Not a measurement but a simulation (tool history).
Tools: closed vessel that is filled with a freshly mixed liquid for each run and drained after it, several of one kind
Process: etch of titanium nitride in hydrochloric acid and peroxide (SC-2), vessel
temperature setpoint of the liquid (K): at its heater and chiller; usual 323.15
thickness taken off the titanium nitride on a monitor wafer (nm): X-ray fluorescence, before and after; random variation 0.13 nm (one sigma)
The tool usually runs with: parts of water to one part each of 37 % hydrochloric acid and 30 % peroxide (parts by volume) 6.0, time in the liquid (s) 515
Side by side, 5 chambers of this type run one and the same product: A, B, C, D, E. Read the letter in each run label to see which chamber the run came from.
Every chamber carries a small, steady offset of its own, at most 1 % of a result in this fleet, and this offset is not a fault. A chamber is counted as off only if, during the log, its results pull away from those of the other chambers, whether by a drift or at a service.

run     day  temperature setpoint of the liquid (K)  parts of water to one part each of 37 % hydrochloric acid and 30 % peroxide (parts by volume)  time in the liquid (s)  hours since the thermometer was replaced  hours since the chemicals flow meter was replaced  hours since the drum of peroxide was connected  read-back film thickness of the titanium nitride reference wafer, read on the same gauge (nm)  thickness taken off the titanium nitride on a monitor wafer (nm)
 1D   0.288                                  323.15                                                                                            6.0                     515                                     234.5                                             1302.3                                           150.7                                                                                         69.984                                                           19.4300
 2B   0.692                                  323.15                                                                                            6.0                     515                                     601.3                                              674.1                                            83.7                                                                                         69.972                                                           19.5080
 3C   1.000                                  323.15                                                                                            6.0                     515                                    1115.9                                              287.0                                           247.0                                                                                         69.986                                                           19.6200
 4E   1.308                                  323.15                                                                                            6.0                     515                                      46.2                                             1084.4                                           671.9                                                                                         70.000                                                           19.5270
 5A   1.692                                  323.15                                                                                            6.0                     515                                    1341.2                                              586.7                                            78.1                                                                                         69.993                                                           19.6290
 6A   1.908                                  323.15                                                                                            6.0                     515                                    1346.4                                              591.9                                            83.3                                                                                         69.956                                                           19.6430
 7C   2.183                                  323.15                                                                                            8.5                     515                                    1144.3                                              315.4                                           275.4                                                                                         69.983                                                           14.9210
 8B   2.521                                  323.15                                                                                            8.5                     515                                     645.2                                              718.0                                           127.6                                                                                         70.038                                                           15.0750
      2.575  -- chamber E: new drum of peroxide connected
 9E   2.825                                  323.15                                                                                            8.5                     515                                      82.6                                             1120.8                                             6.0                                                                                         70.016                                                           14.7830
10D   3.046                                  323.15                                                                                            8.5                     515                                     300.7                                             1368.5                                           216.9                                                                                         69.972                                                           14.8580
11C   3.329                                  323.15                                                                                            8.5                     515                                    1171.8                                              342.9                                           302.9                                                                                         70.016                                                           15.0860
12E   3.629                                  323.15                                                                                            6.0                     705                                     101.9                                             1140.1                                            25.3                                                                                         70.013                                                           26.6270
13A   3.929                                  323.15                                                                                            6.0                     705                                    1394.9                                              640.4                                           131.8                                                                                         69.987                                                           27.2010
14D   4.142                                  323.15                                                                                            6.0                     705                                     327.0                                             1394.8                                           243.2                                                                                         69.979                                                           26.1910
15B   4.600                                  323.15                                                                                            6.0                     705                                     695.1                                              767.9                                           177.5                                                                                         70.028                                                           26.8100
16D   4.912                                  323.15                                                                                            6.0                     705                                     345.5                                             1413.3                                           261.7                                                                                         70.001                                                           26.3840
17B   5.333                                  323.15                                                                                            6.0                     725                                     712.7                                              785.5                                           195.1                                                                                         70.000                                                           27.8180
18A   5.596                                  323.15                                                                                            6.0                     725                                    1434.9                                              680.4                                           171.8                                                                                         70.029                                                           27.5880
19E   6.004                                  323.15                                                                                            6.0                     725                                     158.9                                             1197.1                                            82.3                                                                                         70.044                                                           27.4950
20C   6.408                                  323.15                                                                                            6.0                     725                                    1245.7                                              416.8                                           376.8                                                                                         69.990                                                           27.6790
21B   6.746                                  323.15                                                                                            6.0                     725                                     746.6                                              819.4                                           229.0                                                                                         69.996                                                           27.5830
22C   7.012                                  323.15                                                                                            6.0                     515                                    1260.2                                              431.3                                           391.3                                                                                         69.981                                                           19.5640
23D   7.262                                  323.15                                                                                            6.0                     515                                     401.9                                             1469.7                                           318.1                                                                                         70.006                                                           19.0050
24E   7.508                                  323.15                                                                                            6.0                     515                                     195.0                                             1233.2                                           118.4                                                                                         70.031                                                           19.6260
25A   7.812                                  323.15                                                                                            6.0                     515                                    1488.1                                              733.6                                           225.0                                                                                         70.008                                                           19.9260
26E   8.096                                  323.15                                                                                            6.0                     515                                     209.1                                             1247.3                                           132.5                                                                                         70.013                                                           19.4880
27B   8.442                                  323.15                                                                                            6.0                     515                                     787.3                                              860.1                                           269.7                                                                                         70.020                                                           19.5810
28C   8.862                                  329.15                                                                                            8.0                     515                                    1304.6                                              475.7                                           435.7                                                                                         70.017                                                           22.9810
29D   9.221                                  329.15                                                                                            8.0                     515                                     448.9                                             1516.7                                           365.1                                                                                         69.974                                                           22.2010
30A   9.671                                  329.15                                                                                            8.0                     515                                    1532.7                                              778.2                                           269.6                                                                                         70.013                                                           23.1930
31C  10.012                                  329.15                                                                                            8.0                     515                                    1332.2                                              503.3                                           463.3                                                                                         69.978                                                           23.1000
32E  10.383                                  329.15                                                                                            8.0                     515                                     264.0                                             1302.2                                           187.4                                                                                         70.030                                                           23.0070
33B  10.579                                  323.15                                                                                            6.0                     515                                     838.6                                              911.4                                           321.0                                                                                         69.990                                                           19.7920
34A  10.804                                  323.15                                                                                            6.0                     515                                    1559.9                                              805.4                                           296.8                                                                                         69.999                                                           19.4170
35D  11.033                                  323.15                                                                                            6.0                     515                                     492.4                                             1560.2                                           408.6                                                                                         70.014                                                           18.5740
36E  11.458                                  323.15                                                                                            6.0                     515                                     289.8                                             1328.0                                           213.2                                                                                         69.984                                                           19.5600
37B  11.712                                  323.15                                                                                            8.0                     220                                     865.8                                              938.6                                           348.2                                                                                         70.008                                                            6.7215
38D  11.921                                  323.15                                                                                            8.0                     220                                     513.7                                             1581.5                                           429.9                                                                                         69.979                                                            6.2542
39A  12.125                                  323.15                                                                                            8.0                     220                                    1591.6                                              837.1                                           328.5                                                                                         69.990                                                            6.7503

What goes on in this fleet: one chamber off, a drifting gauge, or nothing beyond the chambers' own small offsets? Name the chamber and the cause, if any.

It is chamber D that slowly wanders off from its peers.
Most likely cause: chemicals flow below the setpoint (%) = 8.5.
The log may not tell that from: liquid colder than its thermometer reads (K); peroxide weaker than its label (%).

Below are 4 candidate recipes for chamber D's next run, each the usual settings with a change, their results shown as question marks. Which of them brings D's results back in line with what the other chambers give on the usual settings?
Allowed miss from the other chambers' usual-settings mean, per result, to count as in line: thickness taken off the titanium nitride on a monitor wafer (nm) 0.4500
40D-1  12.454                                  323.15                                                                                            6.0                     525                                                                                                                                                                                                                                                                                                             ?
40D-2  12.454                                  323.15                                                                                            6.0                     505                                                                                                                                                                                                                                                                                                             ?
40D-3  12.454                                  323.15                                                                                            6.0                     485                                                                                                                                                                                                                                                                                                             ?
40D-4  12.454                                  323.65                                                                                            6.0                     530                                                                                                                                                                                                                                                                                                             ?

The mean the other chambers reach with the usual settings: thickness taken off the titanium nitride on a monitor wafer (nm) 19.5930
  run  thickness taken off the titanium nitride on a monitor wafer (nm)
40D-1                                                           18.7010
40D-2                                                           17.9880
40D-3                                                           17.2760
40D-4                                                           19.5310
40D-4 is the one that brings the chamber's results back in line with the other chambers.

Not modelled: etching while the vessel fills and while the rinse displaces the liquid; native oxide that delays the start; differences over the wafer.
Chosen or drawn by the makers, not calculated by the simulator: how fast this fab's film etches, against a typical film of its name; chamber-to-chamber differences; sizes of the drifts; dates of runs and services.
